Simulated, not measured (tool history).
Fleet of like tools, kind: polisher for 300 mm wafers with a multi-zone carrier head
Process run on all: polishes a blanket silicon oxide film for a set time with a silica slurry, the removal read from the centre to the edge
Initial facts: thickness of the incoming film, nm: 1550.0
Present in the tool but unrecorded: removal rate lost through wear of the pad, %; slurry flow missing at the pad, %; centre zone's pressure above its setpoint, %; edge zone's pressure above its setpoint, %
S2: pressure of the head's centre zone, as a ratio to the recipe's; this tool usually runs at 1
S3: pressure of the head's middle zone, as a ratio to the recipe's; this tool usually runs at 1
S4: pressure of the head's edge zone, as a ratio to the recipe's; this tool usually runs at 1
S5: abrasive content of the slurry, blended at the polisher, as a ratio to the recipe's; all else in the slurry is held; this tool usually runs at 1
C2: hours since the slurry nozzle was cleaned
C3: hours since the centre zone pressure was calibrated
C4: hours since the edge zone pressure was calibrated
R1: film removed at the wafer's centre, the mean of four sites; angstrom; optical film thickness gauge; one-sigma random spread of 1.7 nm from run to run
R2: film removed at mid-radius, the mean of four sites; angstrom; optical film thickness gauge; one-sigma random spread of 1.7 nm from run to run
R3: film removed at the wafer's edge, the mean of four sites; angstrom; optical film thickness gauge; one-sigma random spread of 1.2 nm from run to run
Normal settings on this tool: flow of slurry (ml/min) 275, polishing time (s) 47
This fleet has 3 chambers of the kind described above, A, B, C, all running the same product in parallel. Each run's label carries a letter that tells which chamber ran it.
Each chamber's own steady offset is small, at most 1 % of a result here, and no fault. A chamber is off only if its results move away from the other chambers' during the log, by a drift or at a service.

-- hour=6.3 chamber B: centre zone pressure recalibrated
run 1B hour=11.1 | flow_of_slurry_(ml/min)=275 S2=1 S3=1 S4=1 S5=1 polishing_time_(s)=47 | wafers_polished_on_this_pad=193 C2=244.3 C3=4.8 C4=159.6 | R1=1167.9 R2=1189.1 R3=1157.2
run 2C hour=24.5 | flow_of_slurry_(ml/min)=275 S2=1 S3=1 S4=1 S5=1 polishing_time_(s)=47 | wafers_polished_on_this_pad=249 C2=286.3 C3=782.4 C4=466.9 | R1=1167.7 R2=1138 R3=1184.7
run 3A hour=31.7 | flow_of_slurry_(ml/min)=275 S2=1 S3=1 S4=1 S5=1 polishing_time_(s)=47 | wafers_polished_on_this_pad=714 C2=643.5 C3=98.3 C4=100.5 | R1=1203.7 R2=1162.4 R3=1163.4
run 4B hour=42.6 | flow_of_slurry_(ml/min)=275 S2=1 S3=1 S4=1 S5=1 polishing_time_(s)=47 | wafers_polished_on_this_pad=499 C2=275.8 C3=36.3 C4=191.1 | R1=1145.5 R2=1201.5 R3=1165.3
run 5C hour=52.1 | flow_of_slurry_(ml/min)=275 S2=1 S3=1 S4=1 S5=1 polishing_time_(s)=47 | wafers_polished_on_this_pad=517 C2=313.9 C3=810 C4=494.5 | R1=1154.2 R2=1140.8 R3=1150.3
run 6A hour=61.9 | flow_of_slurry_(ml/min)=275 S2=1 S3=1 S4=1 S5=1 polishing_time_(s)=47 | wafers_polished_on_this_pad=1007 C2=673.7 C3=128.5 C4=130.7 | R1=1172.8 R2=1162.8 R3=1159.1
run 7A hour=69.2 | flow_of_slurry_(ml/min)=275 S2=1 S3=1 S4=1 S5=1 polishing_time_(s)=47 | wafers_polished_on_this_pad=1078 C2=681 C3=135.8 C4=138 | R1=1149 R2=1165.4 R3=1158.1
run 8C hour=79.6 | flow_of_slurry_(ml/min)=275 S2=1 S3=1 S4=1 S5=1 polishing_time_(s)=47 | wafers_polished_on_this_pad=784 C2=341.4 C3=837.5 C4=522 | R1=1162.2 R2=1146.1 R3=1179.6
run 9B hour=87.4 | flow_of_slurry_(ml/min)=275 S2=1 S3=1 S4=1 S5=1 polishing_time_(s)=47 | wafers_polished_on_this_pad=934 C2=320.6 C3=81.1 C4=235.9 | R1=1192.4 R2=1181.5 R3=1159
run 10C hour=95 | flow_of_slurry_(ml/min)=275 S2=1 S3=1 S4=1 S5=1 polishing_time_(s)=47 | wafers_polished_on_this_pad=933 C2=356.8 C3=852.9 C4=537.4 | R1=1157.7 R2=1161.5 R3=1140.1
-- hour=99.1 chamber A: worn pad replaced by a new one
run 11A hour=101.5 | flow_of_slurry_(ml/min)=275 S2=0.92 S3=1 S4=1 S5=1 polishing_time_(s)=47 | wafers_polished_on_this_pad=23 C2=713.3 C3=168.1 C4=170.3 | R1=1047.8 R2=1164.1 R3=1170
run 12B hour=108.4 | flow_of_slurry_(ml/min)=275 S2=0.92 S3=1 S4=1 S5=1 polishing_time_(s)=47 | wafers_polished_on_this_pad=1137 C2=341.6 C3=102.1 C4=256.9 | R1=1095.9 R2=1153.1 R3=1168.2
run 13A hour=118.5 | flow_of_slurry_(ml/min)=275 S2=0.92 S3=1 S4=1 S5=1 polishing_time_(s)=47 | wafers_polished_on_this_pad=188 C2=730.3 C3=185.1 C4=187.3 | R1=1074 R2=1142.4 R3=1176.8
-- hour=121.7 chamber B: worn pad replaced by a new one
run 14B hour=132.3 | flow_of_slurry_(ml/min)=275 S2=1 S3=1 S4=1 S5=1 polishing_time_(s)=47 | wafers_polished_on_this_pad=103 C2=365.5 C3=126 C4=280.8 | R1=1158.8 R2=1211.7 R3=1160.6
run 15C hour=139.5 | flow_of_slurry_(ml/min)=275 S2=1 S3=1 S4=1 S5=1 polishing_time_(s)=47 | wafers_polished_on_this_pad=1365 C2=401.3 C3=897.4 C4=581.9 | R1=1154.1 R2=1179.3 R3=1172.4
run 16B hour=145.8 | flow_of_slurry_(ml/min)=275 S2=1 S3=1 S4=1 S5=1 polishing_time_(s)=47 | wafers_polished_on_this_pad=233 C2=379 C3=139.5 C4=294.3 | R1=1151.1 R2=1169.1 R3=1171.3
-- hour=147.1 chamber C: worn pad replaced by a new one
run 17C hour=159.9 | flow_of_slurry_(ml/min)=275 S2=1 S3=1 S4=1 S5=1 polishing_time_(s)=47 | wafers_polished_on_this_pad=124 C2=421.7 C3=917.8 C4=602.3 | R1=1135.3 R2=1166.3 R3=1159.6
run 18A hour=171.7 | flow_of_slurry_(ml/min)=275 S2=1 S3=1 S4=1 S5=1 polishing_time_(s)=63 | wafers_polished_on_this_pad=704 C2=783.5 C3=238.3 C4=240.5 | R1=1576.9 R2=1582.1 R3=1545
run 19B hour=179.5 | flow_of_slurry_(ml/min)=275 S2=1 S3=1 S4=1 S5=1 polishing_time_(s)=63 | wafers_polished_on_this_pad=560 C2=412.7 C3=173.2 C4=328 | R1=1593.5 R2=1588 R3=1557.3
run 20C hour=190.7 | flow_of_slurry_(ml/min)=275 S2=1 S3=1 S4=1 S5=1 polishing_time_(s)=63 | wafers_polished_on_this_pad=423 C2=452.5 C3=948.6 C4=633.1 | R1=1557 R2=1574.7 R3=1566.4
-- hour=193.5 chamber C: edge zone pressure recalibrated
run 21A hour=204.1 | flow_of_slurry_(ml/min)=275 S2=1 S3=1 S4=1 S5=1 polishing_time_(s)=47 | wafers_polished_on_this_pad=1019 C2=815.9 C3=270.7 C4=272.9 | R1=1163 R2=1157.3 R3=1170
run 22C hour=216.7 | flow_of_slurry_(ml/min)=275 S2=1 S3=1 S4=1 S5=1 polishing_time_(s)=47 | wafers_polished_on_this_pad=675 C2=478.5 C3=974.6 C4=23.2 | R1=1148.3 R2=1167.2 R3=1161.8
-- hour=223.7 chamber A: worn pad replaced by a new one
run 23A hour=228.8 | flow_of_slurry_(ml/min)=275 S2=1 S3=1 S4=1 S5=1 polishing_time_(s)=47 | wafers_polished_on_this_pad=49 C2=840.6 C3=295.4 C4=297.6 | R1=1136.4 R2=1174.7 R3=1188.8
run 24B hour=239.1 | flow_of_slurry_(ml/min)=275 S2=1 S3=1 S4=1 S5=1 polishing_time_(s)=47 | wafers_polished_on_this_pad=1138 C2=472.3 C3=232.8 C4=387.6 | R1=1165 R2=1160 R3=1166.2
run 25A hour=246.1 | flow_of_slurry_(ml/min)=275 S2=1 S3=1 S4=1 S5=1 polishing_time_(s)=47 | wafers_polished_on_this_pad=217 C2=857.9 C3=312.7 C4=314.9 | R1=1180 R2=1168.5 R3=1167.3
-- hour=246.2 chamber B: worn pad replaced by a new one
run 26B hour=256.4 | flow_of_slurry_(ml/min)=275 S2=0.91 S3=1 S4=1 S5=1 polishing_time_(s)=47 | wafers_polished_on_this_pad=99 C2=489.6 C3=250.1 C4=404.9 | R1=1042.2 R2=1187.6 R3=1188.2
run 27C hour=265.1 | flow_of_slurry_(ml/min)=275 S2=0.91 S3=1 S4=1 S5=1 polishing_time_(s)=47 | wafers_polished_on_this_pad=1144 C2=526.9 C3=1023 C4=71.6 | R1=1043.8 R2=1170.3 R3=1153.7
-- hour=266.3 chamber C: centre zone pressure recalibrated
run 28C hour=275.2 | flow_of_slurry_(ml/min)=275 S2=0.91 S3=1 S4=1 S5=1 polishing_time_(s)=47 | wafers_polished_on_this_pad=1242 C2=537 C3=9 C4=81.7 | R1=1043.9 R2=1162.5 R3=1158.8
run 29B hour=284.6 | flow_of_slurry_(ml/min)=275 S2=1 S3=1 S4=1 S5=1 polishing_time_(s)=47 | wafers_polished_on_this_pad=373 C2=517.8 C3=278.3 C4=433.1 | R1=1178 R2=1173.8 R3=1181.9
-- hour=289.2 chamber A: centre zone pressure recalibrated
run 30A hour=295.5 | flow_of_slurry_(ml/min)=275 S2=1 S3=1 S4=1 S5=1 polishing_time_(s)=47 | wafers_polished_on_this_pad=696 C2=907.3 C3=6.3 C4=364.3 | R1=1188.2 R2=1143.5 R3=1179.2
run 31B hour=307.7 | flow_of_slurry_(ml/min)=275 S2=1 S3=1 S4=1 S5=1 polishing_time_(s)=47 | wafers_polished_on_this_pad=597 C2=540.9 C3=301.4 C4=456.2 | R1=1172.2 R2=1191.7 R3=1183.5

What goes on in this fleet: one chamber off, a drifting gauge, or nothing beyond the chambers' own small offsets? Name the chamber and the cause, if any.

Beyond each chamber's small constant offset nothing stands out, and the gauge stays steady.
